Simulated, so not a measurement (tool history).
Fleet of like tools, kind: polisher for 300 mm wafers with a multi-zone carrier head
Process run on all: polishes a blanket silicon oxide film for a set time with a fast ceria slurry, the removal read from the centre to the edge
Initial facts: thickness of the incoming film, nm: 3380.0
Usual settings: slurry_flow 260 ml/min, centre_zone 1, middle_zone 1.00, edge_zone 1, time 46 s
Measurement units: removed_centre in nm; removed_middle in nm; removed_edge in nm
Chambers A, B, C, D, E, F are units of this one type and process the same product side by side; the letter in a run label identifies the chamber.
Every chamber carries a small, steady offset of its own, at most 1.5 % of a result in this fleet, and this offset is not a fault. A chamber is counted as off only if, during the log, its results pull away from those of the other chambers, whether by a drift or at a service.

run     day  slurry_flow  centre_zone  middle_zone  edge_zone  time  wafers polished on this pad  hours since the slurry nozzle was cleaned  hours since the centre zone pressure was calibrated  hours since the edge zone pressure was calibrated  removed_centre  removed_middle  removed_edge
 1A   0.400          260            1         1.00          1    46                         1146                                      244.4                                                220.2                                              517.5          730.97          742.07        737.82
 2E   0.667          260            1         1.00          1    46                          146                                      413.2                                                736.6                                              363.1          744.19          750.01        751.10
      0.883  -- chamber A: worn pad replaced by a new one
 3B   0.967          260            1         1.00          1    46                          471                                      273.0                                                 86.3                                              396.3          748.07          740.41        737.11
      1.117  -- chamber E: slurry nozzle cleaned
 4C   1.212          260            1         1.00          1    46                          355                                      202.4                                                172.8                                               47.2          742.81          740.79        732.94
 5F   1.642          190            1         1.00          1    46                         1040                                      227.9                                                634.1                                              200.2          700.26          706.06        725.35
      1.925  -- chamber F: worn pad replaced by a new one
 6D   2.058          190            1         1.00          1    46                          517                                      700.5                                                422.4                                              602.0          707.85          711.38        714.57
      2.358  -- chamber D: worn pad replaced by a new one
 7C   2.467          190            1         1.00          1    46                          617                                      232.5                                                202.9                                               77.3          714.68          707.95        707.59
 8A   2.833          190            1         1.00          1    46                          407                                      302.8                                                278.6                                              575.9          703.93          691.91        710.94
      2.938  -- chamber A: slurry nozzle cleaned
      3.075  -- chamber E: worn pad replaced by a new one
      3.162  -- chamber C: worn pad replaced by a new one
 9B   3.200          190            1         1.00          1    46                          938                                      326.6                                                139.9                                              449.9          692.43          706.00        728.89
10E   3.725          190            1         1.00          1    46                          136                                       62.7                                                810.0                                              436.5          713.66          716.52        722.95
11D   4.196          260            1         1.07          1    46                          384                                      751.8                                                473.7                                              653.3          741.11          777.12        742.04
12F   4.471          260            1         1.07          1    46                          532                                      295.8                                                702.0                                              268.1          748.68          794.67        741.06
13B   4.775          260            1         1.07          1    46                         1267                                      364.4                                                177.7                                              487.7          734.18          775.32        727.29
14E   5.104          260            1         1.07          1    46                          424                                       95.8                                                843.1                                              469.6          743.23          788.93        748.64
      5.112  -- chamber D: worn pad replaced by a new one
      5.117  -- chamber E: edge zone pressure recalibrated
15D   5.404          260            1         1.07          1    46                           61                                      780.8                                                502.7                                              682.3          732.80          780.27        715.45
16F   5.729          260            1         1.07          1    46                          795                                      326.0                                                732.2                                              298.3          738.05          782.34        749.29
      5.862  -- chamber B: slurry nozzle cleaned
      5.904  -- chamber F: slurry nozzle cleaned
      5.992  -- chamber A: edge zone pressure recalibrated
17A   6.046          260            1         1.00          1    46                         1079                                       74.7                                                355.7                                                1.4          744.52          733.15        739.34
18C   6.500          260            1         1.00          1    46                          698                                      329.3                                                299.7                                              174.1          739.05          740.04        719.95
      6.571  -- chamber C: slurry nozzle cleaned
      6.854  -- chamber E: worn pad replaced by a new one
19C   6.883          260            1         1.10          1    46                          778                                        7.6                                                308.9                                              183.3          742.84          811.47        742.90
20F   7.133          260            1         1.10          1    46                         1089                                       29.5                                                765.9                                              332.0          748.94          814.96        748.16
      7.142  -- chamber A: worn pad replaced by a new one
21D   7.388          260            1         1.10          1    46                          476                                      828.4                                                550.3                                              729.9          730.81          790.35        736.03
      7.400  -- chamber C: worn pad replaced by a new one
22E   7.808          260            1         1.10          1    46                          200                                      160.7                                                908.0                                               64.7          739.95          810.73        737.12
      8.067  -- chamber D: slurry nozzle cleaned
23A   8.088          260            1         1.10          1    46                          197                                      123.7                                                404.7                                               50.4          737.44          808.63        725.99
      8.117  -- chamber F: worn pad replaced by a new one
      8.229  -- chamber D: worn pad replaced by a new one
24B   8.479          260            1         1.10          1    46                         2042                                       62.8                                                266.6                                              576.6          706.35          777.90        711.18
25D   8.721          260            1         1.00          1    46                          103                                       15.8                                                582.3                                              761.9          746.45          732.25        736.56
26F   8.954          260            1         1.00          1    46                          175                                       73.2                                                809.6                                              375.7          739.28          748.40        755.48
      9.004  -- chamber C: centre zone pressure recalibrated
27E   9.342          260            1         1.00          1    46                          520                                      197.5                                                944.8                                              101.5          760.31          748.39        740.94
      9.833  -- chamber A: centre zone pressure recalibrated
28B   9.879          260            1         1.00          1    46                         2334                                       96.4                                                300.2                                              610.2          698.05          697.79        707.01
     10.050  -- chamber E: worn pad replaced by a new one
29A  10.204          260            1         1.00          1    46                          640                                      174.5                                                  9.0                                              101.2          734.53          731.52        735.39
     10.271  -- chamber F: centre zone pressure recalibrated
30C  10.650          260            1         1.00          1    46                          679                                       98.0                                                 39.5                                              273.7          733.79          738.83        728.16
     10.833  -- chamber D: worn pad replaced by a new one
     10.917  -- chamber C: worn pad replaced by a new one
31C  11.133          260            1         1.00          1    46                           45                                      109.6                                                 51.1                                              285.3          742.56          740.27        745.77
     11.175  -- chamber E: centre zone pressure recalibrated
32E  11.421          260            1         1.00          1    46                          287                                      247.4                                                  6.0                                              151.4          758.07          738.21        740.17
33F  11.692          260            1         1.00          1    46                          747                                      138.9                                                 34.1                                              441.4          753.16          743.80        739.01
34D  12.129          260            1         1.00          1    46                          271                                       97.6                                                664.1                                              843.7          733.51          731.36        736.02
35B  12.538          260            1         1.00          1    46                         2890                                      160.2                                                364.0                                              674.0          684.08          682.55        683.42
36A  12.892          260            1         1.00          1    46                         1202                                      239.0                                                 73.5                                              165.7          745.45          733.39        738.79

The same settings go to every chamber for the next run, one line per chamber below. Forecast the results for each:
37A  13.279          260            1         1.05          1    46                                                                                                                                                                                               ?               ?             ?
37B  13.279          260            1         1.05          1    46                                                                                                                                                                                               ?               ?             ?
37C  13.279          260            1         1.05          1    46                                                                                                                                                                                               ?               ?             ?
37D  13.279          260            1         1.05          1    46                                                                                                                                                                                               ?               ?             ?
37E  13.279          260            1         1.05          1    46                                                                                                                                                                                               ?               ?             ?
37F  13.279          260            1         1.05          1    46                                                                                                                                                                                               ?               ?             ?

run  removed_centre  removed_middle  removed_edge
37A          738.96          757.04        745.92
37B          689.72          721.67        682.12
37C          745.30          764.87        739.47
37D          746.26          783.43        740.34
37E          742.12          776.30        748.76
37F          735.74          766.10        736.72
